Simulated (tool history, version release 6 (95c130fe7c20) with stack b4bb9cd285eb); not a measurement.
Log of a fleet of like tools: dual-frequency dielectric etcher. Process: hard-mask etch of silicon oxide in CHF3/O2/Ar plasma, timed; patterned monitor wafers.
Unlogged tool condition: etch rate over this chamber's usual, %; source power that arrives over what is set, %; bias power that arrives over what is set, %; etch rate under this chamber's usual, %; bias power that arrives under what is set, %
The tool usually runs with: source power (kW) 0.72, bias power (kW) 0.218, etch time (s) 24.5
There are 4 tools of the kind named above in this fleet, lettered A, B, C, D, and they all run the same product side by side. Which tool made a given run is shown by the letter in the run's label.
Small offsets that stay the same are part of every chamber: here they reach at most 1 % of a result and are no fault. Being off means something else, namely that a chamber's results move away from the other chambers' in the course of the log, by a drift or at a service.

run	hour	source power (kW)	bias power (kW)	etch time (s)	hours since the last wet clean	hours since the last source power generator calibration	hours since the last bias power generator calibration	read-back reference wafer on the same gauge, depth_nm	mean etch depth across the wafer (Å)
1C	10.9	0.72	0.218	24.5	174	1388.7	2345.4	46.435	547.83
2B	19.4	0.72	0.218	24.5	174.8	1104.7	1203.3	46.395	558.16
3D	25	0.72	0.218	24.5	92.3	1209.8	735.6	46.404	546.13
4A	31.3	0.72	0.218	24.5	421.7	2375.5	1255.7	46.412	555.66
5A	40	0.72	0.218	24.5	430.4	2384.2	1264.4	46.374	549.14
6B	51.4	0.72	0.218	24.5	206.8	1136.7	1235.3	46.389	548.12
7D	61.1	0.72	0.218	24.5	128.4	1245.9	771.7	46.427	554.62
8C	72.6	0.72	0.218	24.5	235.7	1450.4	2407.1	46.372	553.4
9B	82	0.72	0.218	24.5	237.4	1167.3	1265.9	46.421	549.97
10C	89.4	0.72	0.218	24.5	252.5	1467.2	2423.9	46.467	548.59
11A	96.7	0.72	0.218	24.5	487.1	2440.9	1321.1	46.382	555.78
12D	107.2	0.72	0.218	24.5	174.5	1292	817.8	46.408	549.38
13B	113.5	0.72	0.218	24.5	268.9	1198.8	1297.4	46.357	557.52
# hour 117.5: chamber A: wet clean of the chamber
14C	125	0.72	0.218	24.5	288.1	1502.8	2459.5	46.392	554.16
15D	133.6	0.72	0.218	24.5	200.9	1318.4	844.2	46.399	548.71
16A	140.3	0.72	0.183	29	22.9	2484.5	1364.7	46.355	643.3
17A	147.9	0.72	0.183	29	30.5	2492.1	1372.3	46.386	636
18D	156.3	0.72	0.183	29	223.6	1341.1	866.9	46.395	606.9
19B	163.6	0.72	0.183	29	319	1248.9	1347.5	46.351	619.53
20C	170.7	0.72	0.218	24.5	333.8	1548.5	2505.2	46.39	554.4
21D	181.7	0.72	0.218	24.5	249	1366.5	892.3	46.383	552.03
22C	191.1	0.72	0.218	24.5	354.2	1568.9	2525.6	46.397	550.31
23A	202.5	0.72	0.218	24.5	85.1	2546.7	1426.9	46.372	573.05
24B	209.8	0.72	0.19	17.5	365.2	1295.1	1393.7	46.39	380.21
25B	219.7	0.72	0.19	17.5	375.1	1305	1403.6	46.44	378.23
26D	227.6	0.72	0.19	17.5	294.9	1412.4	938.2	46.334	374.7
27A	237.8	0.72	0.19	17.5	120.4	2582	1462.2	46.398	390.29
28C	249.8	0.72	0.218	24.5	412.9	1627.6	2584.3	46.464	552.24
29C	256.8	0.72	0.218	24.5	419.9	1634.6	2591.3	46.412	552.78
30A	263.5	0.72	0.218	24.5	146.1	2607.7	1487.9	46.417	575.27
31B	271.3	0.72	0.218	24.5	426.7	1356.6	1455.2	46.417	551.51
32D	279.4	0.72	0.218	24.5	346.7	1464.2	990	46.371	550.49
33C	285.8	0.72	0.218	24.5	448.9	1663.6	2620.3	46.406	550.53
34D	292.5	0.72	0.218	24.5	359.8	1477.3	1003.1	46.433	552.25
35A	303	0.72	0.218	24.5	185.6	2647.2	1527.4	46.37	575.52
36B	309.7	0.72	0.218	24.5	465.1	1395	1493.6	46.473	549.18
37C	317.3	0.72	0.218	24.5	480.4	1695.1	2651.8	46.344	551.8
38D	325.7	0.72	0.218	24.5	393	1510.5	1036.3	46.368	548.18

What goes on in this fleet: one chamber off, a drifting gauge, or nothing beyond the chambers' own small offsets? Name the chamber and the cause, if any.

After it was serviced, chamber A no longer matches the other chambers.
What lies behind it: etch rate over this chamber's usual, % = 3.85.

Which of the 4 candidates below, each the usual settings with something changed and its results left as question marks, puts chamber A back in line with what the other chambers give on the usual settings?
Counts as in line when no further than this from what the other chambers average on the usual settings: mean etch depth across the wafer (Å) 8.8
39A-1	334.4	0.64	0.218	24.5					?
39A-2	334.4	0.73	0.218	26.5					?
39A-3	334.4	0.72	0.218	25.5					?
39A-4	334.4	0.72	0.218	22.5					?

Mean of the other chambers on the usual settings: mean etch depth across the wafer (Å) 550.76
run	mean etch depth across the wafer (Å)
39A-1	547.83
39A-2	623.03
39A-3	596.37
39A-4	526.21
The right change is 39A-1: it brings the chamber back within the allowed miss of the others.

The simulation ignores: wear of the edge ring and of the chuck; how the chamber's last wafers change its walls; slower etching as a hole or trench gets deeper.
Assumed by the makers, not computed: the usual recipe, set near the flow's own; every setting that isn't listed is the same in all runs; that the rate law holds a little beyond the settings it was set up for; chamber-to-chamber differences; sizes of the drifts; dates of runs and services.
